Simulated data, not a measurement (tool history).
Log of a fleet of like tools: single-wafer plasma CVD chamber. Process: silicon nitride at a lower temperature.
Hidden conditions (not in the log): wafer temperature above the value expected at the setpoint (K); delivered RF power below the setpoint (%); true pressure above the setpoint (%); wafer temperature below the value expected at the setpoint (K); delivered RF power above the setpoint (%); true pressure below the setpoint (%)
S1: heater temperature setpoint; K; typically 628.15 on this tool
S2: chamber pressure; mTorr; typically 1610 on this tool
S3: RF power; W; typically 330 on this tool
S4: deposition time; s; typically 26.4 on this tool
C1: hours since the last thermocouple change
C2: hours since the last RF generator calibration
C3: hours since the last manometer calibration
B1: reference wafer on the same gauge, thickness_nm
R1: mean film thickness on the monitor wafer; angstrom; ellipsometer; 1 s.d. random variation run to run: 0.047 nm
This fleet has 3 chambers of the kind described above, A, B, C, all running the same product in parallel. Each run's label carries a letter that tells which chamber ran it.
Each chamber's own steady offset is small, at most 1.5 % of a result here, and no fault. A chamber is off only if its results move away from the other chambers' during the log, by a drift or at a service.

run,hour,S1,S2,S3,S4,C1,C2,C3,B1,R1
1B,2.9,628.15,1610,330,26.4,1212.1,606.6,1582.6,37.507,330.03
2A,8.3,628.15,1610,330,26.4,990.4,471.9,1804.2,37.504,335.72
3C,11.5,628.15,1610,330,26.4,334,163.4,219.2,37.52,329.35
4A,17.6,628.15,1610,330,26.4,999.7,481.2,1813.5,37.528,335.16
5B,20.8,628.15,1610,330,26.4,1230,624.5,1600.5,37.524,330.69
6C,26.4,634.15,1610,330,30.9,348.9,178.3,234.1,37.548,384.94
7B,31.5,634.15,1610,330,30.9,1240.7,635.2,1611.2,37.55,385.46
8C,37.6,634.15,1610,330,30.9,360.1,189.5,245.3,37.567,385.42
9A,40.4,628.15,1610,330,26.4,1022.5,504,1836.3,37.58,335.34
10C,45.1,628.15,1610,330,26.4,367.6,197,252.8,37.568,330.45
11B,48.9,628.15,1610,330,26.4,1258.1,652.6,1628.6,37.578,330
12A,53.1,628.15,1610,330,26.4,1035.2,516.7,1849,37.58,334.96
13B,58,628.15,1610,330,26.4,1267.2,661.7,1637.7,37.584,330.74
14C,63.4,628.15,1610,330,26.4,385.9,215.3,271.1,37.601,329.51
15A,67.3,628.15,1610,330,26.4,1049.4,530.9,1863.2,37.603,335.76
16A,71.6,628.15,1610,330,26.4,1053.7,535.2,1867.5,37.611,335.09
17C,75.8,628.15,1610,330,26.4,398.3,227.7,283.5,37.609,330.33
18B,81.2,628.15,1610,330,26.4,1290.4,684.9,1660.9,37.605,330.51
19A,84.4,628.15,1810,330,26.4,1066.5,548,1880.3,37.629,347.34
20C,87.1,628.15,1810,330,26.4,409.6,239,294.8,37.631,341.04
21B,93.1,628.15,1810,330,26.4,1302.3,696.8,1672.8,37.631,342.01
22C,97.2,628.15,1610,330,26.4,419.7,249.1,304.9,37.644,330.76
23A,101.7,628.15,1610,330,26.4,1083.8,565.3,1897.6,37.665,335.53
24B,106.8,628.15,1610,330,26.4,1316,710.5,1686.5,37.66,331.81
25A,110.8,628.15,1610,370,21.4,1092.9,574.4,1906.7,37.666,294.08
26C,114.5,628.15,1610,370,21.4,437,266.4,322.2,37.674,288.88
27B,117.5,628.15,1610,370,21.4,1326.7,721.2,1697.2,37.693,288.84
28B,123.6,628.15,1610,330,26.4,1332.8,727.3,1703.3,37.691,331.53
29C,126.8,628.15,1610,330,26.4,449.3,278.7,334.5,37.681,331.23
30A,129.8,628.15,1610,330,26.4,1111.9,593.4,1925.7,37.7,336.97
31C,132.5,628.15,1610,330,26.4,455,284.4,340.2,37.694,330.87
# hour 132.7: chamber B: capacitance manometer re-zeroed and calibrated
32B,135.9,628.15,1610,330,26.4,1345.1,739.6,3.2,37.706,331.65

Which is it: a chamber that has drifted or been left off by a service, a gauge drift common to all chambers, or only each chamber's usual small offset? If a chamber is off, name it and its likeliest cause.

No chamber is off; the gauge reading every chamber's wafers drifts, which makes the whole fleet appear to move together.
What lies behind it: gauge reads high (%) = 0.581.
